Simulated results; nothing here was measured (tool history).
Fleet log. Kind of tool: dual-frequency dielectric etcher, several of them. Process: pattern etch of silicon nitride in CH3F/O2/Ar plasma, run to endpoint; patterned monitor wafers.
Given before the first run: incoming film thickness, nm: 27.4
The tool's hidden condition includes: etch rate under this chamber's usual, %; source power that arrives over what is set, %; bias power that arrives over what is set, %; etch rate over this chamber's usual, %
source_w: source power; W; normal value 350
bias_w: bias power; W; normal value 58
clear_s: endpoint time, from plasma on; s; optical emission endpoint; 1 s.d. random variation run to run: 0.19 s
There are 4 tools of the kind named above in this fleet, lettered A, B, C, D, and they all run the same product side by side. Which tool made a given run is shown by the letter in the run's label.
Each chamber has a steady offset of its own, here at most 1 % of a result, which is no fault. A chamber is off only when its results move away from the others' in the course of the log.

run    day  source_w  bias_w  hours since the last wet clean  hours since the last source power generator calibration  hours since the last bias power generator calibration  clear_s
 1C  0.117       350      58                           154.6                                                    953.9                                                  533.6   44.650
 2D  0.196       350      58                           211.4                                                   1667.8                                                  762.6   44.647
 3B  0.275       350      58                           465.2                                                   1242.7                                                  156.4   44.602
 4A  0.362       350      58                            46.1                                                   2779.7                                                 1534.4   44.375
 5B  0.512       350      58                           470.9                                                   1248.4                                                  162.1   44.344
 6D  0.671       350      58                           222.8                                                   1679.2                                                  774.0   44.844
 7A  0.779       350      58                            56.1                                                   2789.7                                                 1544.4   44.830
 8C  0.917       350      58                           173.8                                                    973.1                                                  552.8   44.562
 9D  0.992       350      58                           230.5                                                   1686.9                                                  781.7   44.566
10B  1.096       350      68                           484.9                                                   1262.4                                                  176.1   42.045
11C  1.204       350      68                           180.7                                                    980.0                                                  559.7   42.091
12A  1.304       350      68                            68.7                                                   2802.3                                                 1557.0   42.314
13C  1.400       350      68                           185.4                                                    984.7                                                  564.4   41.979
14A  1.538       350      58                            74.3                                                   2807.9                                                 1562.6   44.682
15B  1.696       350      58                           499.3                                                   1276.8                                                  190.5   44.498
16D  1.792       350      58                           249.7                                                   1706.1                                                  800.9   44.913
17A  1.888       350      58                            82.7                                                   2816.3                                                 1571.0   44.549
18B  2.000       350      58                           506.6                                                   1284.1                                                  197.8   44.369
19C  2.129       350      58                           202.9                                                   1002.2                                                  581.9   44.465
20D  2.258       350      58                           260.9                                                   1717.3                                                  812.1   44.766
21B  2.367       350      58                           515.4                                                   1292.9                                                  206.6   44.076
22C  2.467       410      70                           211.0                                                   1010.3                                                  590.0   39.424
23D  2.554       410      70                           268.0                                                   1724.4                                                  819.2   39.008
24A  2.683       410      70                           101.8                                                   2835.4                                                 1590.1   39.402
25C  2.842       410      70                           220.0                                                   1019.3                                                  599.0   39.367
26A  2.967       350      58                           108.6                                                   2842.2                                                 1596.9   44.428
     2.996  -- chamber A: source power generator calibrated
27B  3.050       350      58                           531.8                                                   1309.3                                                  223.0   44.706
28D  3.162       350      58                           282.6                                                   1739.0                                                  833.8   44.244
29A  3.304       350      58                           116.7                                                      7.4                                                 1605.0   44.572
30D  3.438       350      58                           289.2                                                   1745.6                                                  840.4   44.553
31C  3.575       350      58                           237.6                                                   1036.9                                                  616.6   44.153
32B  3.700       350      58                           547.4                                                   1324.9                                                  238.6   44.543
33C  3.858       350      58                           244.4                                                   1043.7                                                  623.4   44.739
34B  3.938       350      58                           553.1                                                   1330.6                                                  244.3   44.698
35D  4.033       350      58                           303.5                                                   1759.9                                                  854.7   43.984
36A  4.146       350      58                           136.9                                                     27.6                                                 1625.2   44.574
37B  4.300       430      58                           561.8                                                   1339.3                                                  253.0   40.915
38A  4.438       430      58                           143.9                                                     34.6                                                 1632.2   41.170
39D  4.512       430      58                           315.0                                                   1771.4                                                  866.2   40.215

Each of the 4 chambers runs these same settings next. Fill in every chamber's results:
40A  4.642       350      58                                                                                                                                                        ?
40B  4.642       350      58                                                                                                                                                        ?
40C  4.642       350      58                                                                                                                                                        ?
40D  4.642       350      58                                                                                                                                                        ?

run  clear_s
40A   44.368
40B   44.287
40C   44.460
40D   43.646
